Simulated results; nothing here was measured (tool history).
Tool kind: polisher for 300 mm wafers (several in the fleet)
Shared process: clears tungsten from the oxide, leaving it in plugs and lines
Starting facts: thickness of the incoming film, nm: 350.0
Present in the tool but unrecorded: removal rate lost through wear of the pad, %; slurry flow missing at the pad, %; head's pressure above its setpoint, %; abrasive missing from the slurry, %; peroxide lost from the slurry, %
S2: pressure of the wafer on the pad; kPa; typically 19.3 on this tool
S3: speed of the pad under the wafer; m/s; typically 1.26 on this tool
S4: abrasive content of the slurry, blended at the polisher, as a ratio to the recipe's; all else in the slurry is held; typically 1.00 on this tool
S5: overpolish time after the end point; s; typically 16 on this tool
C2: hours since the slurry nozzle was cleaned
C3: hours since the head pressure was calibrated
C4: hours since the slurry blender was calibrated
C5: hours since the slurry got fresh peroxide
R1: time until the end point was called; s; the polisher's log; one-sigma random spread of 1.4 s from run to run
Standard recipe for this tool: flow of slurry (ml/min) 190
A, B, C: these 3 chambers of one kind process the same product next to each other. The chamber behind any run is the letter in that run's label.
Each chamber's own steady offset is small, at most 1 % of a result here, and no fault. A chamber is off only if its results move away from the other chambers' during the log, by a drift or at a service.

{"hour": 3.3, "done": "chamber B: slurry tank refilled with fresh slurry and peroxide"}
{"run": "1A", "hour": 6.5, "flow of slurry (ml/min)": 190, "S2": 19.3, "S3": 1.26, "S4": 1.0, "S5": 16, "wafers polished on this pad": 692, "C2": 227.6, "C3": 569.6, "C4": 57.5, "C5": 82.8, "R1": 76.159}
{"hour": 11.0, "done": "chamber C: worn pad replaced by a new one"}
{"run": "2C", "hour": 13.9, "flow of slurry (ml/min)": 190, "S2": 19.3, "S3": 1.26, "S4": 1.0, "S5": 16, "wafers polished on this pad": 25, "C2": 422.2, "C3": 1014.5, "C4": 167.7, "C5": 85.5, "R1": 72.923}
{"run": "3B", "hour": 19.4, "flow of slurry (ml/min)": 190, "S2": 19.3, "S3": 1.26, "S4": 1.0, "S5": 16, "wafers polished on this pad": 813, "C2": 29.8, "C3": 39.8, "C4": 27.5, "C5": 16.1, "R1": 72.811}
{"hour": 22.5, "done": "chamber A: worn pad replaced by a new one"}
{"run": "4B", "hour": 25.6, "flow of slurry (ml/min)": 190, "S2": 19.3, "S3": 1.26, "S4": 1.0, "S5": 16, "wafers polished on this pad": 865, "C2": 36.0, "C3": 46.0, "C4": 33.7, "C5": 22.3, "R1": 74.031}
{"run": "5A", "hour": 32.6, "flow of slurry (ml/min)": 190, "S2": 19.3, "S3": 1.26, "S4": 1.0, "S5": 16, "wafers polished on this pad": 84, "C2": 253.7, "C3": 595.7, "C4": 83.6, "C5": 108.9, "R1": 74.919}
{"hour": 32.9, "done": "chamber C: slurry tank refilled with fresh slurry and peroxide"}
{"hour": 32.9, "done": "chamber B: worn pad replaced by a new one"}
{"run": "6C", "hour": 39.7, "flow of slurry (ml/min)": 190, "S2": 19.3, "S3": 1.26, "S4": 1.0, "S5": 16, "wafers polished on this pad": 240, "C2": 448.0, "C3": 1040.3, "C4": 193.5, "C5": 6.8, "R1": 74.865}
{"hour": 42.4, "done": "chamber A: head pressure recalibrated"}
{"run": "7B", "hour": 46.9, "flow of slurry (ml/min)": 190, "S2": 19.3, "S3": 1.26, "S4": 1.0, "S5": 16, "wafers polished on this pad": 117, "C2": 57.3, "C3": 67.3, "C4": 55.0, "C5": 43.6, "R1": 72.171}
{"run": "8C", "hour": 53.6, "flow of slurry (ml/min)": 190, "S2": 19.3, "S3": 1.26, "S4": 1.0, "S5": 16, "wafers polished on this pad": 356, "C2": 461.9, "C3": 1054.2, "C4": 207.4, "C5": 20.7, "R1": 73.848}
{"run": "9A", "hour": 63.0, "flow of slurry (ml/min)": 190, "S2": 19.3, "S3": 1.26, "S4": 1.0, "S5": 16, "wafers polished on this pad": 338, "C2": 284.1, "C3": 20.7, "C4": 114.0, "C5": 139.3, "R1": 75.174}
{"hour": 67.7, "done": "chamber A: slurry tank refilled with fresh slurry and peroxide"}
{"run": "10A", "hour": 72.5, "flow of slurry (ml/min)": 190, "S2": 19.3, "S3": 1.26, "S4": 1.0, "S5": 16, "wafers polished on this pad": 418, "C2": 293.6, "C3": 30.2, "C4": 123.5, "C5": 4.8, "R1": 74.445}
{"run": "11C", "hour": 77.3, "flow of slurry (ml/min)": 190, "S2": 19.3, "S3": 1.26, "S4": 1.0, "S5": 16, "wafers polished on this pad": 554, "C2": 485.6, "C3": 1077.9, "C4": 231.1, "C5": 44.4, "R1": 74.576}
{"run": "12B", "hour": 81.8, "flow of slurry (ml/min)": 190, "S2": 19.3, "S3": 1.26, "S4": 1.0, "S5": 16, "wafers polished on this pad": 408, "C2": 92.2, "C3": 102.2, "C4": 89.9, "C5": 78.5, "R1": 71.186}
{"run": "13A", "hour": 91.3, "flow of slurry (ml/min)": 245, "S2": 19.3, "S3": 1.26, "S4": 1.2, "S5": 16, "wafers polished on this pad": 575, "C2": 312.4, "C3": 49.0, "C4": 142.3, "C5": 23.6, "R1": 67.641}
{"run": "14C", "hour": 98.9, "flow of slurry (ml/min)": 245, "S2": 19.3, "S3": 1.26, "S4": 1.2, "S5": 16, "wafers polished on this pad": 735, "C2": 507.2, "C3": 1099.5, "C4": 252.7, "C5": 66.0, "R1": 69.774}
{"hour": 105.3, "done": "chamber B: slurry tank refilled with fresh slurry and peroxide"}
{"run": "15B", "hour": 105.4, "flow of slurry (ml/min)": 245, "S2": 19.3, "S3": 1.26, "S4": 1.2, "S5": 16, "wafers polished on this pad": 606, "C2": 115.8, "C3": 125.8, "C4": 113.5, "C5": 0.2, "R1": 65.78}
{"run": "16A", "hour": 113.4, "flow of slurry (ml/min)": 190, "S2": 13.8, "S3": 1.26, "S4": 0.75, "S5": 16, "wafers polished on this pad": 759, "C2": 334.5, "C3": 71.1, "C4": 164.4, "C5": 45.7, "R1": 113.74}
{"run": "17C", "hour": 119.2, "flow of slurry (ml/min)": 190, "S2": 13.8, "S3": 1.26, "S4": 0.75, "S5": 16, "wafers polished on this pad": 904, "C2": 527.5, "C3": 1119.8, "C4": 273.0, "C5": 86.3, "R1": 113.23}
{"hour": 124.0, "done": "chamber A: worn pad replaced by a new one"}
{"run": "18B", "hour": 128.2, "flow of slurry (ml/min)": 190, "S2": 13.8, "S3": 1.26, "S4": 0.75, "S5": 16, "wafers polished on this pad": 796, "C2": 138.6, "C3": 148.6, "C4": 136.3, "C5": 23.0, "R1": 105.87}
{"run": "19A", "hour": 133.9, "flow of slurry (ml/min)": 190, "S2": 19.3, "S3": 1.26, "S4": 1.0, "S5": 16, "wafers polished on this pad": 83, "C2": 355.0, "C3": 91.6, "C4": 184.9, "C5": 66.2, "R1": 73.02}
{"hour": 136.8, "done": "chamber A: slurry blender recalibrated"}
{"hour": 137.5, "done": "chamber C: worn pad replaced by a new one"}
{"hour": 138.9, "done": "chamber C: slurry tank refilled with fresh slurry and peroxide"}
{"run": "20B", "hour": 142.8, "flow of slurry (ml/min)": 190, "S2": 19.3, "S3": 1.26, "S4": 1.0, "S5": 16, "wafers polished on this pad": 918, "C2": 153.2, "C3": 163.2, "C4": 150.9, "C5": 37.6, "R1": 70.471}
{"run": "21C", "hour": 147.3, "flow of slurry (ml/min)": 190, "S2": 19.3, "S3": 1.26, "S4": 1.0, "S5": 16, "wafers polished on this pad": 82, "C2": 555.6, "C3": 1147.9, "C4": 301.1, "C5": 8.4, "R1": 75.001}
{"hour": 152.4, "done": "chamber B: worn pad replaced by a new one"}
{"run": "22C", "hour": 154.9, "flow of slurry (ml/min)": 190, "S2": 19.3, "S3": 1.26, "S4": 1.0, "S5": 16, "wafers polished on this pad": 145, "C2": 563.2, "C3": 1155.5, "C4": 308.7, "C5": 16.0, "R1": 73.862}
{"run": "23A", "hour": 162.9, "flow of slurry (ml/min)": 190, "S2": 19.3, "S3": 1.26, "S4": 1.0, "S5": 16, "wafers polished on this pad": 325, "C2": 384.0, "C3": 120.6, "C4": 26.2, "C5": 95.2, "R1": 74.046}
{"run": "24B", "hour": 172.1, "flow of slurry (ml/min)": 190, "S2": 19.3, "S3": 1.26, "S4": 1.0, "S5": 16, "wafers polished on this pad": 165, "C2": 182.5, "C3": 192.5, "C4": 180.2, "C5": 66.9, "R1": 72.542}
{"hour": 172.9, "done": "chamber C: head pressure recalibrated"}
{"run": "25B", "hour": 178.0, "flow of slurry (ml/min)": 190, "S2": 19.3, "S3": 1.26, "S4": 1.0, "S5": 16, "wafers polished on this pad": 214, "C2": 188.4, "C3": 198.4, "C4": 186.1, "C5": 72.8, "R1": 72.718}
{"run": "26A", "hour": 185.5, "flow of slurry (ml/min)": 190, "S2": 19.3, "S3": 1.26, "S4": 1.0, "S5": 16, "wafers polished on this pad": 514, "C2": 406.6, "C3": 143.2, "C4": 48.8, "C5": 117.8, "R1": 75.376}
{"run": "27C", "hour": 193.1, "flow of slurry (ml/min)": 190, "S2": 19.3, "S3": 1.26, "S4": 1.0, "S5": 16, "wafers polished on this pad": 464, "C2": 601.4, "C3": 20.2, "C4": 346.9, "C5": 54.2, "R1": 74.739}
{"run": "28C", "hour": 201.8, "flow of slurry (ml/min)": 190, "S2": 19.3, "S3": 1.26, "S4": 1.0, "S5": 16, "wafers polished on this pad": 537, "C2": 610.1, "C3": 28.9, "C4": 355.6, "C5": 62.9, "R1": 73.508}
{"hour": 206.8, "done": "chamber A: slurry tank refilled with fresh slurry and peroxide"}
{"run": "29A", "hour": 210.8, "flow of slurry (ml/min)": 190, "S2": 19.3, "S3": 1.26, "S4": 1.0, "S5": 16, "wafers polished on this pad": 725, "C2": 431.9, "C3": 168.5, "C4": 74.1, "C5": 4.1, "R1": 72.24}
{"hour": 215.6, "done": "chamber B: slurry tank refilled with fresh slurry and peroxide"}
{"hour": 219.0, "done": "chamber A: worn pad replaced by a new one"}
{"run": "30B", "hour": 220.3, "flow of slurry (ml/min)": 190, "S2": 19.3, "S3": 1.26, "S4": 1.0, "S5": 16, "wafers polished on this pad": 567, "C2": 230.7, "C3": 240.7, "C4": 228.4, "C5": 4.8, "R1": 71.377}
{"run": "31B", "hour": 225.3, "flow of slurry (ml/min)": 190, "S2": 19.3, "S3": 1.26, "S4": 1.0, "S5": 16, "wafers polished on this pad": 609, "C2": 235.7, "C3": 245.7, "C4": 233.4, "C5": 9.8, "R1": 71.841}
{"run": "32A", "hour": 229.8, "flow of slurry (ml/min)": 190, "S2": 19.3, "S3": 1.26, "S4": 1.0, "S5": 16, "wafers polished on this pad": 90, "C2": 450.9, "C3": 187.5, "C4": 93.1, "C5": 23.1, "R1": 76.018}
{"run": "33C", "hour": 237.5, "flow of slurry (ml/min)": 190, "S2": 19.3, "S3": 1.26, "S4": 1.0, "S5": 16, "wafers polished on this pad": 835, "C2": 645.8, "C3": 64.6, "C4": 391.3, "C5": 98.6, "R1": 74.679}
{"hour": 242.5, "done": "chamber C: slurry tank refilled with fresh slurry and peroxide"}
{"run": "34B", "hour": 246.7, "flow of slurry (ml/min)": 190, "S2": 19.3, "S3": 1.26, "S4": 1.0, "S5": 16, "wafers polished on this pad": 788, "C2": 257.1, "C3": 267.1, "C4": 254.8, "C5": 31.2, "R1": 74.625}
{"run": "35C", "hour": 253.5, "flow of slurry (ml/min)": 190, "S2": 19.3, "S3": 1.26, "S4": 1.0, "S5": 16, "wafers polished on this pad": 969, "C2": 661.8, "C3": 80.6, "C4": 407.3, "C5": 11.0, "R1": 76.549}
{"hour": 260.8, "done": "chamber B: worn pad replaced by a new one"}
{"run": "36A", "hour": 262.1, "flow of slurry (ml/min)": 190, "S2": 19.3, "S3": 1.26, "S4": 1.0, "S5": 16, "wafers polished on this pad": 360, "C2": 483.2, "C3": 219.8, "C4": 125.4, "C5": 55.4, "R1": 74.357}
{"run": "37C", "hour": 267.2, "flow of slurry (ml/min)": 190, "S2": 19.3, "S3": 1.26, "S4": 1.0, "S5": 16, "wafers polished on this pad": 1083, "C2": 675.5, "C3": 94.3, "C4": 421.0, "C5": 24.7, "R1": 73.19}
{"hour": 267.9, "done": "chamber C: worn pad replaced by a new one"}
{"run": "38B", "hour": 272.5, "flow of slurry (ml/min)": 190, "S2": 26.2, "S3": 1.26, "S4": 1.0, "S5": 16, "wafers polished on this pad": 98, "C2": 282.9, "C3": 292.9, "C4": 280.6, "C5": 57.0, "R1": 52.282}
{"run": "39A", "hour": 280.2, "flow of slurry (ml/min)": 190, "S2": 26.2, "S3": 1.26, "S4": 1.0, "S5": 16, "wafers polished on this pad": 511, "C2": 501.3, "C3": 237.9, "C4": 143.5, "C5": 73.5, "R1": 54.158}
{"run": "40C", "hour": 288.8, "flow of slurry (ml/min)": 190, "S2": 26.2, "S3": 1.26, "S4": 1.0, "S5": 16, "wafers polished on this pad": 175, "C2": 697.1, "C3": 115.9, "C4": 442.6, "C5": 46.3, "R1": 54.233}
{"run": "41A", "hour": 294.3, "flow of slurry (ml/min)": 190, "S2": 19.3, "S3": 1.26, "S4": 1.0, "S5": 16, "wafers polished on this pad": 629, "C2": 515.4, "C3": 252.0, "C4": 157.6, "C5": 87.6, "R1": 75.039}
{"hour": 296.7, "done": "chamber C: slurry blender recalibrated"}
{"run": "42B", "hour": 300.4, "flow of slurry (ml/min)": 190, "S2": 19.3, "S3": 1.26, "S4": 1.0, "S5": 16, "wafers polished on this pad": 331, "C2": 310.8, "C3": 320.8, "C4": 308.5, "C5": 84.9, "R1": 72.653}
{"run": "43C", "hour": 309.0, "flow of slurry (ml/min)": 190, "S2": 19.3, "S3": 1.26, "S4": 1.0, "S5": 16, "wafers polished on this pad": 343, "C2": 717.3, "C3": 136.1, "C4": 12.3, "C5": 66.5, "R1": 73.87}
{"run": "44B", "hour": 318.2, "flow of slurry (ml/min)": 190, "S2": 19.3, "S3": 1.26, "S4": 1.0, "S5": 16, "wafers polished on this pad": 480, "C2": 328.6, "C3": 338.6, "C4": 326.3, "C5": 102.7, "R1": 71.557}

What goes on in this fleet: one chamber off, a drifting gauge, or nothing beyond the chambers' own small offsets? Name the chamber and the cause, if any.

Beyond each chamber's small constant offset nothing stands out, and the gauge stays steady.
